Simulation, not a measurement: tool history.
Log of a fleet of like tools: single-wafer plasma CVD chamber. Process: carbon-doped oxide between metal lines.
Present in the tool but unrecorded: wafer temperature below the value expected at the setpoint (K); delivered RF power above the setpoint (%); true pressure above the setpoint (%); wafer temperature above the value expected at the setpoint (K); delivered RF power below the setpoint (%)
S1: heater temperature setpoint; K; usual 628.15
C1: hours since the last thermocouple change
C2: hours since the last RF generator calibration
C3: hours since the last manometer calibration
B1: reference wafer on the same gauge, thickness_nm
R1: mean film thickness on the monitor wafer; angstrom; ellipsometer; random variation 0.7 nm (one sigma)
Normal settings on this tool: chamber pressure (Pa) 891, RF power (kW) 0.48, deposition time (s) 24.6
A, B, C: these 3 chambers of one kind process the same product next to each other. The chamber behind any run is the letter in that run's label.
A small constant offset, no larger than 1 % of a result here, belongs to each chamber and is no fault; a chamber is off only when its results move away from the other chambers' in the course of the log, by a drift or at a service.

Run 1C, hour 6.3: usual settings; C1 2320.6; C2 1009.6; C3 629.7; B1 120.05. Result: R1 1232.8 angstrom.
Run 2A, hour 18.2: usual settings; C1 478.3; C2 1975.4; C3 975.9; B1 120.05. Result: R1 1245.8 angstrom.
Run 3B, hour 25.4: usual settings; C1 1848.5; C2 894.9; C3 1225.7; B1 119.99. Result: R1 1254.7 angstrom.
Run 4C, hour 35.9: usual settings; C1 2350.2; C2 1039.2; C3 659.3; B1 119.92. Result: R1 1243.9 angstrom.
Run 5B, hour 46.1: usual settings; C1 1869.2; C2 915.6; C3 1246.4; B1 120.06. Result: R1 1264 angstrom.
Run 6A, hour 56.3: usual settings but chamber pressure (Pa) 752, RF power (kW) 0.525; C1 516.4; C2 2013.5; C3 1014; B1 119.91. Result: R1 1288.3 angstrom.
Run 7A, hour 63.1: usual settings but chamber pressure (Pa) 752, RF power (kW) 0.525; C1 523.2; C2 2020.3; C3 1020.8; B1 120.07. Result: R1 1290.7 angstrom.
Run 8C, hour 68.8: usual settings but chamber pressure (Pa) 752, RF power (kW) 0.525; C1 2383.1; C2 1072.1; C3 692.2; B1 120.11. Result: R1 1296.3 angstrom.
Run 9B, hour 76.4: usual settings but S1 640.15 K, deposition time (s) 22; C1 1899.5; C2 945.9; C3 1276.7; B1 120.04. Result: R1 1101.1 angstrom.
At hour 80.8: chamber C: thermocouple changed; heater temperature recalibrated.
Run 10B, hour 88.4: usual settings but S1 640.15 K, deposition time (s) 22; C1 1911.5; C2 957.9; C3 1288.7; B1 120.22. Result: R1 1094.6 angstrom.
Run 11C, hour 100: usual settings but S1 640.15 K, deposition time (s) 22; C1 19.2; C2 1103.3; C3 723.4; B1 120.02. Result: R1 1088.9 angstrom.
Run 12A, hour 109.9: usual settings; C1 570; C2 2067.1; C3 1067.6; B1 119.94. Result: R1 1249.1 angstrom.
Run 13A, hour 117.5: usual settings; C1 577.6; C2 2074.7; C3 1075.2; B1 119.88. Result: R1 1244.6 angstrom.
Run 14B, hour 128.5: usual settings; C1 1951.6; C2 998; C3 1328.8; B1 120.06. Result: R1 1261.4 angstrom.
Run 15C, hour 141: usual settings but RF power (kW) 0.575, deposition time (s) 27.7; C1 60.2; C2 1144.3; C3 764.4; B1 119.9. Result: R1 1540.6 angstrom.
Run 16B, hour 152.2: usual settings but RF power (kW) 0.575, deposition time (s) 27.7; C1 1975.3; C2 1021.7; C3 1352.5; B1 119.85. Result: R1 1578.7 angstrom.
Run 17A, hour 163.1: usual settings but RF power (kW) 0.575, deposition time (s) 27.7; C1 623.2; C2 2120.3; C3 1120.8; B1 119.89. Result: R1 1576.4 angstrom.
Run 18C, hour 173.9: usual settings but deposition time (s) 27.3; C1 93.1; C2 1177.2; C3 797.3; B1 119.91. Result: R1 1359.7 angstrom.
Run 19C, hour 183.4: usual settings but deposition time (s) 27.3; C1 102.6; C2 1186.7; C3 806.8; B1 120.05. Result: R1 1353.6 angstrom.
Run 20A, hour 192: usual settings but deposition time (s) 27.3; C1 652.1; C2 2149.2; C3 1149.7; B1 120.13. Result: R1 1371 angstrom.
Run 21B, hour 198.8: usual settings; C1 2021.9; C2 1068.3; C3 1399.1; B1 120.07. Result: R1 1264.1 angstrom.
At hour 204.1: chamber B: thermocouple changed; heater temperature recalibrated.
Run 22A, hour 209.2: usual settings; C1 669.3; C2 2166.4; C3 1166.9; B1 120.27. Result: R1 1244.5 angstrom.
Run 23C, hour 220.5: usual settings; C1 139.7; C2 1223.8; C3 843.9; B1 119.88. Result: R1 1208.3 angstrom.
Run 24B, hour 227.3: usual settings; C1 23.2; C2 1096.8; C3 1427.6; B1 120.02. Result: R1 1255.1 angstrom.
Run 25C, hour 233: usual settings; C1 152.2; C2 1236.3; C3 856.4; B1 119.94. Result: R1 1222.2 angstrom.
Run 26A, hour 240: usual settings; C1 700.1; C2 2197.2; C3 1197.7; B1 119.9. Result: R1 1243.3 angstrom.
Run 27B, hour 248: usual settings; C1 43.9; C2 1117.5; C3 1448.3; B1 120.05. Result: R1 1265.2 angstrom.
Run 28B, hour 259.7: usual settings; C1 55.6; C2 1129.2; C3 1460; B1 120.04. Result: R1 1268.3 angstrom.
Run 29A, hour 272.7: usual settings; C1 732.8; C2 2229.9; C3 1230.4; B1 120.02. Result: R1 1248 angstrom.
Run 30C, hour 282.2: usual settings; C1 201.4; C2 1285.5; C3 905.6; B1 119.91. Result: R1 1195.7 angstrom.
Run 31C, hour 293.7: usual settings; C1 212.9; C2 1297; C3 917.1; B1 119.98. Result: R1 1202.1 angstrom.
Run 32A, hour 302: usual settings; C1 762.1; C2 2259.2; C3 1259.7; B1 119.87. Result: R1 1253.3 angstrom.
Run 33B, hour 308.7: usual settings; C1 104.6; C2 1178.2; C3 1509; B1 119.9. Result: R1 1264.1 angstrom.
Run 34B, hour 318.9: usual settings; C1 114.8; C2 1188.4; C3 1519.2; B1 120.19. Result: R1 1269.5 angstrom.

All 3 chambers run these settings next. Forecast each chamber's results:
Run 35A, hour 328.2: usual settings but S1 641.15 K. Result: R1 ?.
Run 35B, hour 328.2: usual settings but S1 641.15 K. Result: R1 ?.
Run 35C, hour 328.2: usual settings but S1 641.15 K. Result: R1 ?.

run      R1
35A  1209.1
35B  1230.8
35C  1153.9
